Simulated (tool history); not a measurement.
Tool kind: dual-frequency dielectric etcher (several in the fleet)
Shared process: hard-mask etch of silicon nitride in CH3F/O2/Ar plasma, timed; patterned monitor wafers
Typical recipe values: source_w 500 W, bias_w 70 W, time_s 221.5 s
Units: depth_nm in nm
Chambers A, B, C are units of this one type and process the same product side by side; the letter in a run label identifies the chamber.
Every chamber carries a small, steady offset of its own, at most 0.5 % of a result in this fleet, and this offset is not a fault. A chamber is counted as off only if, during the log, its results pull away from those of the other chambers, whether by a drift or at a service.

run    day  source_w  bias_w  time_s  read-back reference wafer on the same gauge, depth_nm  depth_nm
 1B  0.121       500      70   221.5                                                 160.86    166.92
 2C  0.379       500      70   221.5                                                 160.98    167.47
 3A  0.500       500      70   221.5                                                 160.81    167.59
 4C  0.758       500      70   221.5                                                 160.91    167.11
 5A  0.988       500      70   221.5                                                 161.07    168.65
 6B  1.229       500      70   221.5                                                 161.09    167.54
 7A  1.379       500      70   221.5                                                 161.15    167.56
 8B  1.504       500      70   221.5                                                 160.95    168.39
 9C  1.638       500      70   221.5                                                 160.94    167.05
10A  1.838       610      70   221.5                                                 161.08    180.38
11C  2.058       610      70   221.5                                                 160.96    179.22
12B  2.312       610      70   221.5                                                 160.96    180.72
13C  2.479       500      70   221.5                                                 161.09    167.93
14A  2.608       500      70   221.5                                                 161.07    166.84
15B  2.842       500      70   221.5                                                 161.08    168.21
16B  2.992       500      70   221.5                                                 161.01    167.80
17A  3.129       500      70   221.5                                                 160.91    167.84
18C  3.250       500      70   250.0                                                 161.02    188.32
19C  3.421       500      70   250.0                                                 161.07    188.62
20A  3.683       500      70   250.0                                                 160.93    188.40
     3.883  -- chamber C: wet clean of the chamber
21B  3.892       500      70   221.5                                                 160.97    168.34
22C  4.025       500      70   221.5                                                 160.93    168.31
23A  4.288       500      70   221.5                                                 161.05    166.83
24B  4.558       500      70   221.5                                                 161.07    167.49
25A  4.700       500      70   221.5                                                 161.16    166.83
26B  4.875       500      70   221.5                                                 161.01    166.15
27C  5.004       500      70   221.5                                                 160.88    167.09
28C  5.267       610      70   275.5                                                 160.98    225.02
29A  5.404       610      70   275.5                                                 161.03    221.19
30B  5.621       610      70   275.5                                                 161.05    225.03
31C  5.838       500      70   221.5                                                 161.03    167.52
32A  5.983       500      70   166.5                                                 160.96    123.21
33B  6.104       500      70   166.5                                                 160.87    126.47
34B  6.242       500      70   166.5                                                 160.94    126.34
35C  6.412       500      70   221.5                                                 161.11    167.03
36A  6.604       600      85   221.5                                                 161.05    186.30
37B  6.725       600      85   221.5                                                 160.96    191.72
38A  6.933       600      85   221.5                                                 160.86    187.54
39C  7.142       500      75   221.5                                                 160.87    171.15
40B  7.383       500      75   221.5                                                 161.07    171.92
41C  7.633       500      75   221.5                                                 161.05    171.78
42A  7.767       560      70   243.0                                                 161.06    184.16
43C  8.008       560      70   243.0                                                 160.97    190.71
44B  8.192       560      70   243.0                                                 160.99    191.20

Next, every chamber runs the same settings. What will each give?
45A  8.383       500      70   221.5                                                                ?
45B  8.383       500      70   221.5                                                                ?
45C  8.383       500      70   221.5                                                                ?

run  depth_nm
45A    161.31
45B    167.65
45C    167.56

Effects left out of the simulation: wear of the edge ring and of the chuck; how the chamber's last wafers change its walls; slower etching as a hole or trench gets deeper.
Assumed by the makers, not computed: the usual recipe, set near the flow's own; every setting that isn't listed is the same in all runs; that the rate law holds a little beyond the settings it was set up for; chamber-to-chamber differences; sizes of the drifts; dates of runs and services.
